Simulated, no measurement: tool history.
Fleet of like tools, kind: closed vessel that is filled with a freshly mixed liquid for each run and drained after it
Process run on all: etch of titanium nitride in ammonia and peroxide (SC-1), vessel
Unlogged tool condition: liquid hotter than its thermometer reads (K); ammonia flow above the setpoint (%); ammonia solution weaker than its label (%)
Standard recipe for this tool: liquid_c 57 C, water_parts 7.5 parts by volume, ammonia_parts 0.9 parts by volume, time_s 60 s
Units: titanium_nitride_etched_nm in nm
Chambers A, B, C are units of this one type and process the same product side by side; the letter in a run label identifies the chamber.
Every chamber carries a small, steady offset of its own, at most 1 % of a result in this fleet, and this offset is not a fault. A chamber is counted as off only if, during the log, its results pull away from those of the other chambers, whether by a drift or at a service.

| run | hour | liquid_c | water_parts | ammonia_parts | time_s | hours since the thermometer was replaced | hours since the ammonia flow meter was replaced | hours since the drum of ammonia solution was connected | read-back film thickness of the titanium nitride reference wafer, read on the same gauge (nm) | titanium_nitride_etched_nm |
|---|---|---|---|---|---|---|---|---|---|---|
| 1C | 5.3 | 57 | 7.5 | 0.9 | 60 | 498.1 | 892.1 | 635.3 | 99.97 | 8.5316 |
| 2B | 13 | 57 | 7.5 | 0.9 | 60 | 1862.7 | 510.1 | 483.4 | 99.999 | 8.3802 |
| 3A | 17.4 | 57 | 7.5 | 0.9 | 60 | 1346.1 | 257.9 | 362.9 | 100 | 8.5122 |
| 4A | 23 | 57 | 7.5 | 0.9 | 60 | 1351.7 | 263.5 | 368.5 | 100 | 8.5343 |
| 5C | 28.7 | 57 | 7.5 | 0.9 | 60 | 521.5 | 915.5 | 658.7 | 100 | 8.4094 |
| 6B | 36.2 | 62.5 | 7.5 | 0.9 | 60 | 1885.9 | 533.3 | 506.6 | 100 | 12.085 |
| 7B | 42.5 | 62.5 | 7.5 | 0.9 | 60 | 1892.2 | 539.6 | 512.9 | 99.985 | 12.185 |
| 8C | 48.2 | 62.5 | 7.5 | 0.9 | 60 | 541 | 935 | 678.2 | 100.02 | 12.441 |
| 9A | 53.3 | 53 | 7.5 | 0.9 | 80 | 1382 | 293.8 | 398.8 | 100.01 | 8.7637 |
| 10C | 60.2 | 53 | 7.5 | 0.9 | 80 | 553 | 947 | 690.2 | 100 | 8.6449 |
| 11B | 65.8 | 53 | 7.5 | 0.9 | 80 | 1915.5 | 562.9 | 536.2 | 99.974 | 8.6488 |
| 12A | 70.7 | 57 | 7.5 | 0.9 | 60 | 1399.4 | 311.2 | 416.2 | 99.993 | 8.6932 |
|  | 73.1 | chamber B: ammonia flow meter replaced |
| 13B | 77.2 | 57 | 7.5 | 0.9 | 60 | 1926.9 | 4.2 | 547.6 | 99.979 | 8.6015 |
| 14A | 83.2 | 57 | 7.5 | 0.9 | 60 | 1411.9 | 323.7 | 428.7 | 99.959 | 8.6688 |
| 15C | 89.6 | 57 | 7.5 | 0.9 | 60 | 582.4 | 976.4 | 719.6 | 99.99 | 8.5567 |
| 16A | 94.5 | 57 | 7.5 | 0.9 | 60 | 1423.2 | 335 | 440 | 99.991 | 8.5386 |
| 17B | 101.2 | 57 | 7.5 | 0.9 | 60 | 1950.9 | 28.2 | 571.6 | 99.98 | 8.5498 |
| 18C | 108.4 | 57 | 6 | 0.9 | 60 | 601.2 | 995.2 | 738.4 | 99.985 | 9.4335 |
| 19C | 112.6 | 57 | 6 | 0.9 | 60 | 605.4 | 999.4 | 742.6 | 100 | 9.3624 |
|  | 118.5 | chamber C: new drum of ammonia solution connected |
| 20A | 119.5 | 57 | 6 | 0.9 | 60 | 1448.2 | 360 | 465 | 100.02 | 9.751 |
| 21B | 124.7 | 57 | 7.5 | 0.9 | 60 | 1974.4 | 51.7 | 595.1 | 99.952 | 8.5583 |
| 22C | 132.9 | 57 | 7.5 | 0.9 | 60 | 625.7 | 1019.7 | 14.4 | 99.998 | 8.484 |
| 23A | 140.5 | 57 | 7.5 | 0.9 | 60 | 1469.2 | 381 | 486 | 99.996 | 8.9946 |
| 24B | 145.2 | 57 | 7.5 | 0.9 | 60 | 1994.9 | 72.2 | 615.6 | 99.996 | 8.5691 |
| 25C | 151.6 | 57 | 7.5 | 0.9 | 60 | 644.4 | 1038.4 | 33.1 | 99.976 | 8.5301 |
| 26B | 158.4 | 57 | 7.5 | 0.9 | 60 | 2008.1 | 85.4 | 628.8 | 99.996 | 8.6088 |
| 27A | 162.6 | 57 | 7.5 | 0.9 | 60 | 1491.3 | 403.1 | 508.1 | 100.02 | 9.0474 |
| 28C | 167.2 | 57 | 7.5 | 0.9 | 60 | 660 | 1054 | 48.7 | 99.966 | 8.443 |
| 29B | 170.9 | 57 | 10.5 | 0.9 | 60 | 2020.6 | 97.9 | 641.3 | 99.985 | 7.3233 |

Read the log: is a single chamber off, either drifting away or since a service, is the gauge that measures every chamber drifting, or is nothing wrong beyond small per-chamber offsets? Name any odd chamber and what most likely caused it.

One chamber, A, drifts off from the rest bit by bit.
Likeliest cause: liquid hotter than its thermometer reads (K) = 0.94.

Here are 4 candidates for chamber A's next run, each the usual settings with a change, their results left as question marks. Which one brings its results back in line with what the others give on the usual settings?
In-line tolerance around the mean of the other chambers on the usual settings: titanium_nitride_etched_nm 0.23 nm
| 30A-1 | 176.9 | 58.5 | 7 | 0.9 | 60 |  |  |  |  | ? |
| 30A-2 | 176.9 | 55.5 | 8 | 0.9 | 60 |  |  |  |  | ? |
| 30A-3 | 176.9 | 56 | 7.5 | 0.9 | 60 |  |  |  |  | ? |
| 30A-4 | 176.9 | 58 | 7.5 | 0.9 | 60 |  |  |  |  | ? |

Usual-settings mean across the other chambers: titanium_nitride_etched_nm 8.5302 nm
| run | titanium_nitride_etched_nm |
|---|---|
| 30A-1 | 10.292 |
| 30A-2 | 7.9295 |
| 30A-3 | 8.4543 |
| 30A-4 | 9.6353 |
30A-3 puts the chamber back in line with the other chambers.
